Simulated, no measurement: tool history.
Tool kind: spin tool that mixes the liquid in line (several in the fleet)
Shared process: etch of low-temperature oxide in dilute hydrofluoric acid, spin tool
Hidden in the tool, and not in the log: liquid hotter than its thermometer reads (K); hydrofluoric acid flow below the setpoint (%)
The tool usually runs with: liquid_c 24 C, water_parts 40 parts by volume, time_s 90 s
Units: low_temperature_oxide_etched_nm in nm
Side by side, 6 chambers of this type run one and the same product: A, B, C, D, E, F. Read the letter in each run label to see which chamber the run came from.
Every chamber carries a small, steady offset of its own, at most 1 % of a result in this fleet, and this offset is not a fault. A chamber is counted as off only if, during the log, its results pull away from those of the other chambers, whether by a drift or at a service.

run	day	liquid_c	water_parts	time_s	hours since the thermometer was replaced	hours since the hydrofluoric acid flow meter was replaced	read-back film thickness of the low-temperature oxide reference wafer, read on the same gauge (nm)	low_temperature_oxide_etched_nm
1B	0.208	24	40	90	331.1	1080.9	29.990	39.333
2A	0.317	24	40	90	1121.7	120.3	29.981	38.790
3D	0.417	24	40	90	883.9	894.5	30.000	39.401
4F	0.579	24	40	90	2418.4	1096.2	30.003	39.309
5E	0.733	24	60	75	1208.2	227.7	29.993	21.572
6C	0.829	24	60	75	1123.3	366.9	29.987	20.818
7B	0.950	24	60	75	348.9	1098.7	29.977	21.301
8E	1.138	24	60	75	1217.9	237.4	30.008	21.610
9C	1.312	24	60	75	1134.9	378.5	30.009	21.465
10D	1.429	24	60	75	908.2	918.8	29.993	21.160
11A	1.583	24	40	90	1152.1	150.7	30.006	39.319
12F	1.679	24	40	90	2444.8	1122.6	30.004	39.589
13F	1.858	24	40	90	2449.1	1126.9	30.001	39.282
14B	2.062	24	40	90	375.6	1125.4	29.999	39.413
15D	2.229	24	40	90	927.4	938.0	29.974	39.049
16A	2.367	24	40	90	1170.9	169.5	30.008	38.776
17C	2.492	24	40	90	1163.2	406.8	30.028	39.933
18E	2.658	24	40	90	1254.4	273.9	29.987	38.718
19C	2.767	24	40	90	1169.8	413.4	30.004	39.866
20B	2.900	24	40	90	395.7	1145.5	30.013	39.301
21D	3.083	24	40	90	947.9	958.5	29.979	38.266
22E	3.254	24	40	90	1268.7	288.2	30.002	39.265
23F	3.371	24	40	90	2485.4	1163.2	30.012	39.344
24A	3.529	24	40	90	1198.8	197.4	29.985	39.379
25A	3.629	24	40	90	1201.2	199.8	30.012	39.271
26E	3.758	24	40	90	1280.8	300.3	29.990	39.371
27D	3.933	24	40	90	968.3	978.9	29.996	38.917
28B	4.096	24	40	90	424.4	1174.2	30.012	38.847
29F	4.250	24	40	90	2506.5	1184.3	29.990	39.578
30C	4.346	24	60	90	1207.7	451.3	30.011	26.701
31D	4.454	24	60	90	980.8	991.4	29.999	25.635
32C	4.567	24	60	90	1213.0	456.6	30.007	27.335
33B	4.758	24	60	90	440.3	1190.1	29.988	25.473
34A	4.867	24	60	90	1230.9	229.5	30.012	25.552
35F	5.038	24	60	90	2525.4	1203.2	30.002	25.598
36E	5.133	24	40	135	1313.8	333.3	30.012	59.322

All chambers now run identical settings, listed one chamber a line with results as question marks. What results will each chamber show?
37A	5.283	24	40	90				?
37B	5.283	24	40	90				?
37C	5.283	24	40	90				?
37D	5.283	24	40	90				?
37E	5.283	24	40	90				?
37F	5.283	24	40	90				?

run	low_temperature_oxide_etched_nm
37A	39.117
37B	39.831
37C	43.475
37D	38.965
37E	39.126
37F	39.768
